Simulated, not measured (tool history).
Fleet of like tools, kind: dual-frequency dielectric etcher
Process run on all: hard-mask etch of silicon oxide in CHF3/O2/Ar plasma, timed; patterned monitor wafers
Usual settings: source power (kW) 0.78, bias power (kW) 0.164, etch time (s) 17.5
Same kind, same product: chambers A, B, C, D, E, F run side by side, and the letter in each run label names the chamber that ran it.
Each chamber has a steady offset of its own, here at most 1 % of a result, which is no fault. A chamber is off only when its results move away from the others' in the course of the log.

run	day	source power (kW)	bias power (kW)	etch time (s)	hours since the last wet clean	hours since the last source power generator calibration	hours since the last bias power generator calibration	read-back reference wafer on the same gauge, depth_nm	mean etch depth across the wafer (angstrom)
1D	0.412	0.78	0.164	17.5	639.4	837.6	23.3	29.69	368.58
2F	0.792	0.78	0.164	17.5	421.5	1405	3014	29.677	372.38
# day 1.104: chamber C: wet clean of the chamber
3E	1.104	0.78	0.164	17.5	172.4	207.8	67.3	29.686	369.69
4C	1.383	0.78	0.164	17.5	6.7	798.1	1734	29.695	370.95
# day 1.833: chamber D: wet clean of the chamber
5A	1.9	0.78	0.164	17.5	291.6	471.6	1120.5	29.676	369.33
6B	2.154	0.78	0.164	17.5	192	616.8	1012.2	29.664	372.95
7A	2.446	0.78	0.164	17.5	304.7	484.7	1133.6	29.672	369.34
8E	2.771	0.78	0.164	17.5	212.4	247.8	107.3	29.681	370.34
9D	3.162	0.88	0.164	13	31.9	903.6	89.3	29.663	286.71
10B	3.675	0.88	0.164	13	228.5	653.3	1048.7	29.664	290.11
11F	4.071	0.88	0.164	13	500.2	1483.7	3092.7	29.646	288.86
12C	4.546	0.88	0.164	13	82.6	874	1809.9	29.65	288.48
# day 4.667: chamber F: wet clean of the chamber
13E	5.033	0.88	0.164	13	266.7	302.1	161.6	29.638	287.76
14B	5.296	0.88	0.164	13	267.4	692.2	1087.6	29.638	289.84
15A	5.571	0.71	0.164	17.5	379.7	559.7	1208.6	29.633	356.2
16C	6.058	0.71	0.164	17.5	118.9	910.3	1846.2	29.624	357.28
17F	6.492	0.71	0.164	17.5	43.8	1541.8	3150.8	29.632	357.34
18D	6.996	0.71	0.164	17.5	123.9	995.6	181.3	29.618	354.04
19E	7.362	0.71	0.164	17.5	322.6	358	217.5	29.612	356.65
20C	7.617	0.71	0.164	17.5	156.3	947.7	1883.6	29.607	356.37
21D	8.112	0.78	0.164	17.5	150.7	1022.4	208.1	29.608	367.05
22B	8.417	0.78	0.164	17.5	342.3	767.1	1162.5	29.598	372.52
# day 8.6: chamber B: wet clean of the chamber
23A	8.708	0.78	0.164	17.5	455	635	1283.9	29.615	369.26
24F	9.008	0.78	0.164	17.5	104.2	1602.2	3211.2	29.589	371.65
25D	9.367	0.78	0.164	17.5	180.8	1052.5	238.2	29.591	367.23
26E	9.671	0.78	0.164	17.5	378	413.4	272.9	29.591	369.43
27F	10.171	0.78	0.164	17.5	132.1	1630.1	3239.1	29.59	369.91
28B	10.571	0.78	0.164	17.5	47.4	818.8	1214.2	29.582	371.75
29A	10.912	0.72	0.164	20.5	507.9	687.9	1336.8	29.575	419.53
30C	11.279	0.72	0.164	20.5	244.2	1035.6	1971.5	29.564	419.3
31B	11.508	0.72	0.164	20.5	69.9	841.3	1236.7	29.561	421.87
32E	11.767	0.72	0.164	20.5	428.3	463.7	323.2	29.567	418.15
# day 12.075: chamber E: wet clean of the chamber
33F	12.196	0.72	0.164	20.5	180.7	1678.7	3287.7	29.553	420.86
34C	12.633	0.72	0.164	20.5	276.7	1068.1	2004	29.565	418.73
35D	13.046	0.78	0.164	17.5	269.1	1140.8	326.5	29.559	366.65
36A	13.392	0.78	0.164	17.5	567.4	747.4	1396.3	29.552	368.76
37D	13.833	0.78	0.164	17.5	288	1159.7	345.4	29.534	365.8
# day 14.092: chamber A: wet clean of the chamber
38F	14.142	0.78	0.147	14.5	227.4	1725.4	3334.4	29.541	295.72
39A	14.608	0.78	0.147	14.5	12.4	776.6	1425.5	29.519	294.56
40E	15.012	0.78	0.147	14.5	70.5	541.6	401.1	29.528	294.39
41C	15.271	0.78	0.147	14.5	340	1131.4	2067.3	29.512	294.42
42B	15.529	0.78	0.147	14.5	166.4	937.8	1333.2	29.525	296.65

For the next run the whole fleet of 6 chambers uses the same settings. Give each chamber's results:
43A	15.9	0.78	0.164	17.5					?
43B	15.9	0.78	0.164	17.5					?
43C	15.9	0.78	0.164	17.5					?
43D	15.9	0.78	0.164	17.5					?
43E	15.9	0.78	0.164	17.5					?
43F	15.9	0.78	0.164	17.5					?

run	mean etch depth across the wafer (angstrom)
43A	368.21
43B	371.18
43C	368.18
43D	366.49
43E	367.82
43F	368.5
